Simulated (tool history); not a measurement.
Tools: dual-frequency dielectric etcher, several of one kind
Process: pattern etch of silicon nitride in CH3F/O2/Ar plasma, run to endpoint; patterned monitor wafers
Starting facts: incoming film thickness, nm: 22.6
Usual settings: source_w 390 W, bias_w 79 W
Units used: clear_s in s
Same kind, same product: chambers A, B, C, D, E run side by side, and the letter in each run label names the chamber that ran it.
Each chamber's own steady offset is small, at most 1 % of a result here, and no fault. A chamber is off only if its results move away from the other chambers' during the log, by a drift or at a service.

run 1B hour=6.7 | source_w=390 bias_w=79 | clear_s=31.925
run 2C hour=14.2 | source_w=390 bias_w=79 | clear_s=32.283
-- hour=16.9 chamber B: wet clean of the chamber
run 3E hour=22.0 | source_w=390 bias_w=79 | clear_s=31.963
run 4A hour=27.1 | source_w=390 bias_w=79 | clear_s=31.831
run 5D hour=32.2 | source_w=390 bias_w=79 | clear_s=31.853
run 6E hour=39.1 | source_w=390 bias_w=79 | clear_s=31.980
run 7D hour=45.8 | source_w=390 bias_w=79 | clear_s=32.200
run 8C hour=51.7 | source_w=390 bias_w=79 | clear_s=32.420
run 9A hour=60.9 | source_w=390 bias_w=68 | clear_s=33.558
run 10B hour=70.5 | source_w=390 bias_w=68 | clear_s=33.659
run 11D hour=79.4 | source_w=390 bias_w=68 | clear_s=33.785
run 12B hour=88.0 | source_w=390 bias_w=68 | clear_s=33.597
run 13C hour=98.3 | source_w=390 bias_w=68 | clear_s=33.643
run 14A hour=107.1 | source_w=390 bias_w=79 | clear_s=31.885
run 15E hour=113.5 | source_w=390 bias_w=79 | clear_s=32.213
run 16C hour=123.7 | source_w=450 bias_w=88 | clear_s=29.608
run 17A hour=133.9 | source_w=450 bias_w=88 | clear_s=29.013
-- hour=134.7 chamber D: source power generator calibrated
run 18B hour=139.2 | source_w=450 bias_w=88 | clear_s=29.429
run 19E hour=144.3 | source_w=450 bias_w=88 | clear_s=29.259
run 20D hour=151.3 | source_w=450 bias_w=88 | clear_s=29.111
run 21E hour=159.8 | source_w=390 bias_w=79 | clear_s=31.880
run 22B hour=166.2 | source_w=390 bias_w=79 | clear_s=31.973
run 23D hour=175.7 | source_w=390 bias_w=79 | clear_s=32.096
run 24C hour=183.8 | source_w=390 bias_w=79 | clear_s=32.349
run 25A hour=190.1 | source_w=440 bias_w=79 | clear_s=30.591
run 26D hour=197.1 | source_w=440 bias_w=79 | clear_s=30.500
run 27C hour=202.4 | source_w=440 bias_w=79 | clear_s=30.890
run 28E hour=208.1 | source_w=440 bias_w=79 | clear_s=30.373
run 29B hour=212.8 | source_w=440 bias_w=79 | clear_s=30.780
run 30A hour=217.8 | source_w=390 bias_w=79 | clear_s=31.531
run 31E hour=225.8 | source_w=390 bias_w=79 | clear_s=31.928
-- hour=228.6 chamber D: wet clean of the chamber
run 32C hour=231.2 | source_w=390 bias_w=89 | clear_s=31.048
run 33A hour=237.6 | source_w=390 bias_w=89 | clear_s=30.451
run 34B hour=246.2 | source_w=390 bias_w=89 | clear_s=30.810
run 35D hour=253.0 | source_w=390 bias_w=89 | clear_s=30.643
run 36A hour=262.9 | source_w=390 bias_w=89 | clear_s=30.548
run 37E hour=270.4 | source_w=390 bias_w=79 | clear_s=32.135
run 38B hour=278.7 | source_w=390 bias_w=79 | clear_s=32.447
run 39D hour=289.0 | source_w=390 bias_w=79 | clear_s=31.797
run 40C hour=295.0 | source_w=390 bias_w=89 | clear_s=30.915

Decide between three cases: one chamber stands off from its peers, the gauge reading all wafers drifts, or nothing is wrong past each chamber's small offset. Where a chamber is off, say which and what most likely put it there.

Beyond each chamber's small constant offset nothing stands out, and the gauge stays steady.
